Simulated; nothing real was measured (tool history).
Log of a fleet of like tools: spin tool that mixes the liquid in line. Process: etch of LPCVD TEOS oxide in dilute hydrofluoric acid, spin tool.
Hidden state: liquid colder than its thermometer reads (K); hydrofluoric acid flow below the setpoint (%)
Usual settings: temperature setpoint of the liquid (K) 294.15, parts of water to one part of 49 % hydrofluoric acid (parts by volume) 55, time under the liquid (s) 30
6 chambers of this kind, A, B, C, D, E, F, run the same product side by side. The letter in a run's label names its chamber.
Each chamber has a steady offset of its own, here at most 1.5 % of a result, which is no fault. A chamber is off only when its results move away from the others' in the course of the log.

| run | day | temperature setpoint of the liquid (K) | parts of water to one part of 49 % hydrofluoric acid (parts by volume) | time under the liquid (s) | hours since the thermometer was replaced | hours since the hydrofluoric acid flow meter was replaced | read-back film thickness of the LPCVD TEOS oxide reference wafer, read on the same gauge (nm) | thickness taken off the LPCVD TEOS oxide on a monitor wafer (Å) |
|---|---|---|---|---|---|---|---|---|
| 1D | 0.388 | 294.15 | 55 | 30 | 594.4 | 281.5 | 100.04 | 213.45 |
| 2C | 0.875 | 294.15 | 55 | 30 | 1087 | 1131.6 | 99.974 | 218.36 |
| 3A | 1.304 | 294.15 | 55 | 30 | 1226.9 | 578 | 99.955 | 217.13 |
| 4B | 1.829 | 294.15 | 55 | 30 | 1280.9 | 384.7 | 99.988 | 212.05 |
| 5F | 2.288 | 294.15 | 55 | 30 | 260 | 143.4 | 100.01 | 218.53 |
| 6E | 2.654 | 294.15 | 55 | 30 | 2182.3 | 1413.4 | 100.03 | 211.55 |
| 7F | 3.112 | 294.15 | 55 | 30 | 279.8 | 163.2 | 99.99 | 215.19 |
| 8C | 3.488 | 294.15 | 55 | 30 | 1149.7 | 1194.3 | 100.04 | 214.44 |
| 9A | 3.992 | 294.15 | 55 | 30 | 1291.4 | 642.5 | 100.05 | 216.16 |
| 10B | 4.542 | 294.15 | 55 | 30 | 1346 | 449.8 | 100.04 | 215.4 |
|  | 4.808 | chamber B: thermometer replaced |
| 11E | 4.996 | 294.15 | 55 | 30 | 2238.5 | 1469.6 | 100.03 | 213.6 |
| 12D | 5.579 | 294.15 | 55 | 30 | 719 | 406.1 | 100.01 | 213.75 |
| 13B | 6.008 | 294.15 | 55 | 30 | 28.9 | 485 | 99.991 | 218.2 |
| 14A | 6.612 | 294.15 | 55 | 30 | 1354.3 | 705.4 | 99.966 | 215.23 |
| 15D | 6.9 | 294.15 | 55 | 30 | 750.7 | 437.8 | 99.981 | 214.93 |
| 16F | 7.375 | 294.15 | 55 | 30 | 382.1 | 265.5 | 99.968 | 215.3 |
| 17C | 7.917 | 294.15 | 55 | 30 | 1256 | 1300.6 | 99.954 | 216.64 |
| 18E | 8.379 | 294.15 | 55 | 30 | 2319.7 | 1550.8 | 99.982 | 212.28 |
| 19D | 8.688 | 294.15 | 55 | 30 | 793.6 | 480.7 | 100.03 | 214.92 |
| 20C | 9.183 | 294.15 | 55 | 30 | 1286.4 | 1331 | 100.08 | 216.72 |
| 21B | 9.533 | 296.15 | 55 | 30 | 113.5 | 569.6 | 99.985 | 232.44 |
| 22A | 9.883 | 296.15 | 55 | 30 | 1432.8 | 783.9 | 99.988 | 230.78 |
| 23E | 10.179 | 296.15 | 55 | 30 | 2362.9 | 1594 | 99.933 | 230.46 |
| 24F | 10.458 | 296.15 | 55 | 30 | 456.1 | 339.5 | 100.03 | 234.67 |
|  | 10.962 | chamber E: thermometer replaced |
| 25B | 10.996 | 296.15 | 55 | 30 | 148.6 | 604.7 | 100.01 | 232.33 |
| 26E | 11.317 | 296.15 | 55 | 30 | 8.5 | 1621.3 | 99.985 | 231.1 |
| 27D | 11.779 | 294.15 | 55 | 30 | 867.8 | 554.9 | 99.988 | 211.89 |
| 28A | 12.058 | 294.15 | 55 | 30 | 1485 | 836.1 | 99.986 | 209.75 |
| 29C | 12.488 | 294.15 | 55 | 30 | 1365.7 | 1410.3 | 99.973 | 216.28 |
| 30F | 13.021 | 294.15 | 55 | 30 | 517.6 | 401 | 99.979 | 215 |
| 31E | 13.321 | 294.15 | 55 | 30 | 56.6 | 1669.4 | 99.972 | 212.09 |
| 32B | 13.771 | 294.15 | 55 | 30 | 215.2 | 671.3 | 99.975 | 214.62 |
| 33D | 14.075 | 294.15 | 55 | 30 | 922.9 | 610 | 99.981 | 214.82 |
| 34A | 14.379 | 294.15 | 45 | 30 | 1540.7 | 891.8 | 100.03 | 256.71 |
| 35F | 14.971 | 294.15 | 45 | 30 | 564.4 | 447.8 | 99.98 | 266.09 |
| 36C | 15.35 | 294.15 | 45 | 30 | 1434.4 | 1479 | 100.06 | 266.76 |
| 37B | 15.633 | 294.15 | 45 | 30 | 259.9 | 716 | 100 | 266.23 |
| 38E | 16.238 | 294.15 | 45 | 30 | 126.6 | 1739.4 | 99.96 | 265.48 |
| 39A | 16.808 | 294.15 | 45 | 30 | 1599 | 950.1 | 100.02 | 253.36 |
| 40D | 17.112 | 294.15 | 55 | 30 | 995.8 | 682.9 | 100.01 | 215.59 |
| 41F | 17.667 | 294.15 | 55 | 30 | 629.1 | 512.5 | 99.989 | 215.16 |
| 42C | 18.188 | 294.15 | 55 | 30 | 1502.5 | 1547.1 | 100 | 217.22 |

What goes on in this fleet: one chamber off, a drifting gauge, or nothing beyond the chambers' own small offsets? Name the chamber and the cause, if any.

Chamber A drifts away from the others.
Cause: hydrofluoric acid flow below the setpoint (%) = 5.96.
The log may not tell that from: liquid colder than its thermometer reads (K).

Here are 4 candidates for chamber A's next run, each the usual settings with a change, their results left as question marks. Which one brings its results back in line with what the others give on the usual settings?
In line means no further than this from the other chambers' mean on the usual settings: thickness taken off the LPCVD TEOS oxide on a monitor wafer (Å) 4.8
| 43A-1 | 18.625 | 294.15 | 50 | 30 |  |  |  | ? |
| 43A-2 | 18.625 | 291.65 | 55 | 30 |  |  |  | ? |
| 43A-3 | 18.625 | 292.65 | 55 | 30 |  |  |  | ? |
| 43A-4 | 18.625 | 295.65 | 55 | 30 |  |  |  | ? |

The other chambers' mean on the usual settings: thickness taken off the LPCVD TEOS oxide on a monitor wafer (Å) 214.93
| run | thickness taken off the LPCVD TEOS oxide on a monitor wafer (Å) |
|---|---|
| 43A-1 | 224.69 |
| 43A-2 | 183.17 |
| 43A-3 | 190.97 |
| 43A-4 | 216.17 |
43A-4 brings the chamber back in line.
